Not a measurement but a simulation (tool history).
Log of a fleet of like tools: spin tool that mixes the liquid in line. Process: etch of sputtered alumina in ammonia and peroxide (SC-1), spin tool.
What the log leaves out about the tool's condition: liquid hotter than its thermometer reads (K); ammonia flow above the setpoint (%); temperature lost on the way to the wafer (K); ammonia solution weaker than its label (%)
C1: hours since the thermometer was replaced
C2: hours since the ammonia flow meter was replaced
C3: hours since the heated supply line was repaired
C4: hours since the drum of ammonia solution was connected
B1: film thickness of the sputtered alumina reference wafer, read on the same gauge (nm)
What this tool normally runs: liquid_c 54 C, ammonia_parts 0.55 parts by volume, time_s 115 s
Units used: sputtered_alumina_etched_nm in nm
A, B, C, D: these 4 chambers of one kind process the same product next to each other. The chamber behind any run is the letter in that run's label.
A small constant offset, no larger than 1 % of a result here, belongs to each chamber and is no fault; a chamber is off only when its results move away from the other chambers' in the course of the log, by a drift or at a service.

At hour 2.2: chamber D: ammonia flow meter replaced.
Run 1D, hour 11.4: usual settings; C1 379.3; C2 9.3; C3 608.5; C4 400.2; B1 120.03. Result: sputtered_alumina_etched_nm 9.7907 nm.
Run 2C, hour 27.5: usual settings; C1 417.9; C2 1444.4; C3 332.9; C4 533.1; B1 119.99. Result: sputtered_alumina_etched_nm 9.8787 nm.
Run 3B, hour 41.7: usual settings; C1 1795.5; C2 1006.3; C3 1165.3; C4 640.6; B1 119.99. Result: sputtered_alumina_etched_nm 9.9269 nm.
Run 4A, hour 57.2: usual settings; C1 705.6; C2 337.1; C3 544.8; C4 620.6; B1 120.01. Result: sputtered_alumina_etched_nm 9.7505 nm.
Run 5D, hour 71.3: usual settings; C1 439.2; C2 69.2; C3 668.4; C4 460.1; B1 119.99. Result: sputtered_alumina_etched_nm 9.8544 nm.
Run 6A, hour 82.5: usual settings; C1 730.9; C2 362.4; C3 570.1; C4 645.9; B1 119.97. Result: sputtered_alumina_etched_nm 9.8574 nm.
At hour 91.0: chamber B: new drum of ammonia solution connected.
Run 7B, hour 96.7: usual settings but ammonia_parts 0.30 parts by volume, time_s 175 s; C1 1850.5; C2 1061.3; C3 1220.3; C4 5.7; B1 120.00. Result: sputtered_alumina_etched_nm 14.2930 nm.
At hour 102.9: chamber C: ammonia flow meter replaced.
Run 8C, hour 107.2: usual settings but ammonia_parts 0.30 parts by volume, time_s 175 s; C1 497.6; C2 4.3; C3 412.6; C4 612.8; B1 120.00. Result: sputtered_alumina_etched_nm 14.0630 nm.
Run 9B, hour 121.9: usual settings but ammonia_parts 0.30 parts by volume, time_s 175 s; C1 1875.7; C2 1086.5; C3 1245.5; C4 30.9; B1 120.01. Result: sputtered_alumina_etched_nm 14.1560 nm.
Run 10C, hour 131.5: usual settings but ammonia_parts 0.30 parts by volume, time_s 175 s; C1 521.9; C2 28.6; C3 436.9; C4 637.1; B1 119.99. Result: sputtered_alumina_etched_nm 14.3200 nm.
Run 11D, hour 142.1: usual settings; C1 510.0; C2 140.0; C3 739.2; C4 530.9; B1 120.00. Result: sputtered_alumina_etched_nm 10.0920 nm.
Run 12A, hour 153.2: usual settings; C1 801.6; C2 433.1; C3 640.8; C4 716.6; B1 119.99. Result: sputtered_alumina_etched_nm 10.0200 nm.
At hour 163.7: chamber C: new drum of ammonia solution connected.
Run 13B, hour 165.6: usual settings; C1 1919.4; C2 1130.2; C3 1289.2; C4 74.6; B1 119.99. Result: sputtered_alumina_etched_nm 9.9947 nm.
Run 14D, hour 175.8: usual settings; C1 543.7; C2 173.7; C3 772.9; C4 564.6; B1 120.00. Result: sputtered_alumina_etched_nm 10.4320 nm.
Run 15C, hour 186.9: usual settings; C1 577.3; C2 84.0; C3 492.3; C4 23.2; B1 120.03. Result: sputtered_alumina_etched_nm 9.9141 nm.
Run 16A, hour 198.6: usual settings; C1 847.0; C2 478.5; C3 686.2; C4 762.0; B1 120.00. Result: sputtered_alumina_etched_nm 9.7947 nm.
Run 17C, hour 209.3: usual settings; C1 599.7; C2 106.4; C3 514.7; C4 45.6; B1 120.00. Result: sputtered_alumina_etched_nm 10.0230 nm.
Run 18B, hour 225.4: usual settings; C1 1979.2; C2 1190.0; C3 1349.0; C4 134.4; B1 119.99. Result: sputtered_alumina_etched_nm 9.7968 nm.
Run 19D, hour 233.2: usual settings; C1 601.1; C2 231.1; C3 830.3; C4 622.0; B1 120.00. Result: sputtered_alumina_etched_nm 10.4180 nm.
Run 20A, hour 248.8: usual settings; C1 897.2; C2 528.7; C3 736.4; C4 812.2; B1 120.00. Result: sputtered_alumina_etched_nm 9.7099 nm.
Run 21D, hour 264.8: usual settings; C1 632.7; C2 262.7; C3 861.9; C4 653.6; B1 119.99. Result: sputtered_alumina_etched_nm 10.8250 nm.
At hour 269.9: chamber B: ammonia flow meter replaced.
Run 22C, hour 272.7: usual settings; C1 663.1; C2 169.8; C3 578.1; C4 109.0; B1 120.01. Result: sputtered_alumina_etched_nm 9.9866 nm.
Run 23B, hour 280.6: usual settings; C1 2034.4; C2 10.8; C3 1404.2; C4 189.6; B1 120.02. Result: sputtered_alumina_etched_nm 10.1700 nm.
Run 24A, hour 291.7: usual settings; C1 940.1; C2 571.6; C3 779.3; C4 855.1; B1 120.00. Result: sputtered_alumina_etched_nm 9.7784 nm.
Run 25C, hour 305.0: usual settings; C1 695.4; C2 202.1; C3 610.4; C4 141.3; B1 120.00. Result: sputtered_alumina_etched_nm 9.8043 nm.

One chamber off, gauge drift, or nothing amiss beyond the chambers' own small offsets? If it is a chamber, which one, and what is the likeliest cause?

Little by little, chamber D moves away from the other chambers.
Cause: liquid hotter than its thermometer reads (K) = 2.05.

Below are 4 candidate recipes for chamber D's next run, each the usual settings with a change, their results shown as question marks. Which of them brings D's results back in line with what the other chambers give on the usual settings?
To be in line, a result may differ from the other chambers' mean on the usual settings by at most: sputtered_alumina_etched_nm 0.3400 nm
Run 26D-1, hour 317.0: usual settings but liquid_c 56 C. Result: sputtered_alumina_etched_nm ?.
Run 26D-2, hour 317.0: usual settings but ammonia_parts 0.20 parts by volume. Result: sputtered_alumina_etched_nm ?.
Run 26D-3, hour 317.0: usual settings but time_s 140 s. Result: sputtered_alumina_etched_nm ?.
Run 26D-4, hour 317.0: usual settings but time_s 95 s. Result: sputtered_alumina_etched_nm ?.

The mean the other chambers reach with the usual settings: sputtered_alumina_etched_nm 9.8454 nm
  run  sputtered_alumina_etched_nm
26D-1                      12.1340
26D-2                       9.9511
26D-3                      13.3230
26D-4                       9.0406
26D-2 puts the chamber back in line with the other chambers.
